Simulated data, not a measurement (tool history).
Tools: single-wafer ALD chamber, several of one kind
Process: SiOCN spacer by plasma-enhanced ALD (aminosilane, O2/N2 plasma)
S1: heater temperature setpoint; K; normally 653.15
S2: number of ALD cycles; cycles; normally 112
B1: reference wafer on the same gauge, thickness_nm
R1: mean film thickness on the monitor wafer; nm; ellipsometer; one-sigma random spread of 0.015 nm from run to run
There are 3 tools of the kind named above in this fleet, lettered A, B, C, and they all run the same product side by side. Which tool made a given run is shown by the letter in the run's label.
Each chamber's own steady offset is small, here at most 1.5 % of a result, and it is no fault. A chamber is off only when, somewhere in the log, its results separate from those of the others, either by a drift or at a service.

run 1A hour=6.6 | S1=653.15 S2=112 | B1=6.8076 | R1=6.7845
run 2C hour=19.5 | S1=653.15 S2=112 | B1=6.8125 | R1=6.704
run 3B hour=31.1 | S1=653.15 S2=112 | B1=6.8119 | R1=6.6747
run 4B hour=39.2 | S1=653.15 S2=112 | B1=6.813 | R1=6.6697
run 5A hour=47.7 | S1=653.15 S2=112 | B1=6.8116 | R1=6.8085
run 6C hour=54.7 | S1=653.15 S2=112 | B1=6.8132 | R1=6.6903
run 7B hour=61.6 | S1=653.15 S2=112 | B1=6.8098 | R1=6.68
run 8A hour=68.2 | S1=653.15 S2=112 | B1=6.8087 | R1=6.7881
run 9C hour=75.4 | S1=653.15 S2=112 | B1=6.8116 | R1=6.6822
run 10B hour=87.4 | S1=653.15 S2=112 | B1=6.8126 | R1=6.6701
run 11A hour=100.5 | S1=653.15 S2=112 | B1=6.81 | R1=6.8019
run 12C hour=108.6 | S1=653.15 S2=112 | B1=6.8064 | R1=6.7113
run 13B hour=121.6 | S1=653.15 S2=112 | B1=6.8101 | R1=6.6568
run 14C hour=130.7 | S1=653.15 S2=112 | B1=6.8111 | R1=6.719
run 15A hour=141.9 | S1=653.15 S2=112 | B1=6.8091 | R1=6.8214
run 16C hour=151.6 | S1=653.15 S2=112 | B1=6.8126 | R1=6.7118
run 17A hour=158.1 | S1=653.15 S2=112 | B1=6.8088 | R1=6.8008
run 18B hour=165.5 | S1=653.15 S2=112 | B1=6.8102 | R1=6.6806
run 19C hour=173.8 | S1=653.15 S2=112 | B1=6.8103 | R1=6.7145
run 20A hour=183.2 | S1=653.15 S2=112 | B1=6.808 | R1=6.8041
run 21B hour=193.1 | S1=653.15 S2=112 | B1=6.8116 | R1=6.6558
run 22A hour=203.4 | S1=653.15 S2=112 | B1=6.8135 | R1=6.7872
run 23B hour=215.1 | S1=653.15 S2=112 | B1=6.8137 | R1=6.6661
run 24C hour=223.7 | S1=653.15 S2=112 | B1=6.812 | R1=6.6975
run 25A hour=234.1 | S1=653.15 S2=112 | B1=6.8099 | R1=6.7882
-- hour=238 chamber B: thermocouple changed; heater temperature recalibrated
run 26B hour=240.3 | S1=653.15 S2=112 | B1=6.8097 | R1=6.6773
run 27C hour=249.4 | S1=653.15 S2=112 | B1=6.8119 | R1=6.7213
run 28B hour=260.5 | S1=653.15 S2=112 | B1=6.8129 | R1=6.667
run 29A hour=271.5 | S1=653.15 S2=112 | B1=6.8055 | R1=6.7831
run 30C hour=282.1 | S1=653.15 S2=112 | B1=6.8112 | R1=6.698
run 31A hour=290.9 | S1=653.15 S2=112 | B1=6.8073 | R1=6.8205
run 32B hour=303.6 | S1=653.15 S2=112 | B1=6.8096 | R1=6.6869
run 33C hour=313.6 | S1=653.15 S2=122 | B1=6.8131 | R1=7.2702
run 34B hour=324.8 | S1=653.15 S2=122 | B1=6.8111 | R1=7.2734
run 35A hour=334.5 | S1=653.15 S2=122 | B1=6.8129 | R1=7.4057
run 36C hour=342 | S1=653.15 S2=112 | B1=6.8089 | R1=6.7125
run 37B hour=351.9 | S1=653.15 S2=112 | B1=6.8114 | R1=6.6775
run 38C hour=365.1 | S1=653.15 S2=112 | B1=6.8097 | R1=6.7112
run 39A hour=371.2 | S1=666.15 S2=124 | B1=6.8084 | R1=7.516
run 40C hour=382.4 | S1=666.15 S2=124 | B1=6.8116 | R1=7.4041
run 41B hour=392.1 | S1=666.15 S2=124 | B1=6.8078 | R1=7.4107

Next, every chamber runs the same settings. What will each give?
run 42A hour=402 | S1=653.15 S2=93 | R1=?
run 42B hour=402 | S1=653.15 S2=93 | R1=?
run 42C hour=402 | S1=653.15 S2=93 | R1=?

run=42A R1=5.6226
run=42B R1=5.5495
run=42C R1=5.5704
